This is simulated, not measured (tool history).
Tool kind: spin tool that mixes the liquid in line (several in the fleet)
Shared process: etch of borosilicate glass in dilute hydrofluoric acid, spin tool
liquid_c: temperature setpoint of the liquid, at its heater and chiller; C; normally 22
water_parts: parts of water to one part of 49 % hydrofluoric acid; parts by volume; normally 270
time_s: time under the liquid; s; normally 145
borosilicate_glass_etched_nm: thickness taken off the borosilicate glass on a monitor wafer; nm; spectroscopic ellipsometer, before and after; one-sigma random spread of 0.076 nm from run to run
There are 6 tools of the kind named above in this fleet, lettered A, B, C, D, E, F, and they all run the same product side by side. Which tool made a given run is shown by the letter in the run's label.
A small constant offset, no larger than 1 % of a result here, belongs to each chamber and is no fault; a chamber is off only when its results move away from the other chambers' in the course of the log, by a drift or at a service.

run   hour  liquid_c  water_parts  time_s  hours since the thermometer was replaced  hours since the hydrofluoric acid flow meter was replaced  read-back film thickness of the borosilicate glass reference wafer, read on the same gauge (nm)  borosilicate_glass_etched_nm
 1B    9.5        22          270     145                                     716.2                                                      158.6                                                                                           29.996                        9.2066
      15.4  -- chamber D: hydrofluoric acid flow meter replaced
 2E   20.4        22          270     145                                     625.2                                                      922.5                                                                                           29.994                        9.0292
 3D   29.3        22          270     145                                    1661.5                                                         14                                                                                           29.992                        9.1212
      32.6  -- chamber C: hydrofluoric acid flow meter replaced
 4C   35.1        22          270     145                                     352.6                                                        2.6                                                                                           29.985                        9.1348
 5F   41.6        22          270     145                                     150.3                                                     1741.8                                                                                           29.989                         9.034
 6A   47.2        22          270     145                                     578.2                                                      395.7                                                                                           30.008                        9.2776
 7E   54.3        22          270     145                                     659.1                                                      956.4                                                                                           29.989                        9.0787
 8A   60.1        22          270     145                                     591.1                                                      408.6                                                                                           29.998                        9.1646
 9D     66        22          270     145                                    1698.2                                                       50.7                                                                                           30.007                        9.1253
10F     75        22          150     120                                     183.7                                                     1775.2                                                                                           29.991                        15.206
11B   83.1        22          150     120                                     789.8                                                      232.2                                                                                           30.009                        15.759
12C   89.6        22          150     120                                     407.1                                                       57.1                                                                                           29.992                        15.461
13B   96.5        22          150     120                                     803.2                                                      245.6                                                                                           29.981                        15.742
14A  106.5        22          150     120                                     637.5                                                        455                                                                                           30.014                        15.582
15D  115.9        22          150     120                                    1748.1                                                      100.6                                                                                           30.019                        15.617
     123.5  -- chamber F: hydrofluoric acid flow meter replaced
16E  125.3        22          270     145                                     730.1                                                     1027.4                                                                                           30.006                         8.852
17F  134.5        22          270     145                                     243.2                                                       11.1                                                                                           30.006                        8.9658
18C  144.4        22          270     145                                     461.9                                                      111.9                                                                                           30.013                        9.1403
19A  150.5        22          270     145                                     681.5                                                        499                                                                                            30.01                        9.1941
20D  162.7        22          270     145                                    1794.9                                                      147.4                                                                                           30.006                        9.2132
21C  172.4        22          270     145                                     489.9                                                      139.9                                                                                           30.011                        9.0927
22F  180.6        24          380     145                                     289.3                                                       57.2                                                                                           30.017                        6.1738
23E    187        24          380     145                                     791.8                                                     1089.1                                                                                           29.999                        6.2546
24B  194.9        24          380     145                                     901.6                                                        344                                                                                           29.999                        6.2475
25B  207.3        24          380     145                                       914                                                      356.4                                                                                           30.021                        6.2691
26A  215.1        24          380     145                                     746.1                                                      563.6                                                                                           30.013                        6.4563
27F  225.6        24          380     145                                     334.3                                                      102.2                                                                                            29.99                        6.2023
28C  233.3        22          270     145                                     550.8                                                      200.8                                                                                           29.993                        9.0009
29D  244.6      24.5          270     145                                    1876.8                                                      229.3                                                                                            29.98                        9.9373
30E  254.5      24.5          270     145                                     859.3                                                     1156.6                                                                                           30.016                        9.8865
31A  259.9      24.5          270     145                                     790.9                                                      608.4                                                                                           30.012                        10.348
32C    272      24.5          270     145                                     589.5                                                      239.5                                                                                           30.005                        10.042
33F  277.9      24.5          270     145                                     386.6                                                      154.5                                                                                           30.001                        9.9168
34E  288.9      24.5          270     145                                     893.7                                                       1191                                                                                           30.021                        9.8118
35D  299.3        22          270     145                                    1931.5                                                        284                                                                                           30.005                        8.9477
36B  306.5        22          270     145                                    1013.2                                                      455.6                                                                                           30.013                        9.1408
37D    314        22          270     145                                    1946.2                                                      298.7                                                                                           30.017                        9.0914
     323.4  -- chamber C: thermometer replaced
38C  324.8        22          270     145                                       1.5                                                      292.3                                                                                           30.022                        9.2137
39A  336.9        22          270     145                                     867.9                                                      685.4                                                                                           30.008                        9.6277
40F  347.5        22          270     145                                     456.2                                                      224.1                                                                                            30.02                        9.0853
41B  353.3        22          270     145                                      1060                                                      502.4                                                                                           30.007                        9.1928
42E  359.8        22          270     145                                     964.6                                                     1261.9                                                                                            30.02                         8.922
43E    371        22          270     145                                     975.8                                                     1273.1                                                                                            29.98                        8.7663
44C  382.5        22          360      80                                      59.2                                                        350                                                                                           30.021                        3.4916

Is one chamber out of step, is the gauge drifting, or do the chambers differ by no more than their own small offsets? For an off chamber, give its letter and the likeliest cause.

One chamber, A, drifts off from the rest bit by bit.
Most likely cause: liquid hotter than its thermometer reads (K) = 1.68.
Not necessarily distinguishable in this log from: hydrofluoric acid flow above the setpoint (%).

Here are 4 candidates for chamber A's next run, each the usual settings with a change, their results left as question marks. Which one brings its results back in line with what the others give on the usual settings?
Allowed miss from the other chambers' usual-settings mean, per result, to count as in line: borosilicate_glass_etched_nm 0.27 nm
45A-1  391.5        22          280     140                                                                                                                                                                                                                                   ?
45A-2  391.5        22          260     150                                                                                                                                                                                                                                   ?
45A-3  391.5        22          270     165                                                                                                                                                                                                                                   ?
45A-4  391.5      21.5          295     145                                                                                                                                                                                                                                   ?

The other chambers' mean on the usual settings: borosilicate_glass_etched_nm 9.0932 nm
  run  borosilicate_glass_etched_nm
45A-1                        9.0559
45A-2                        10.656
45A-3                        11.177
45A-4                        8.6218
The right change is 45A-1: it brings the chamber back within the allowed miss of the others.
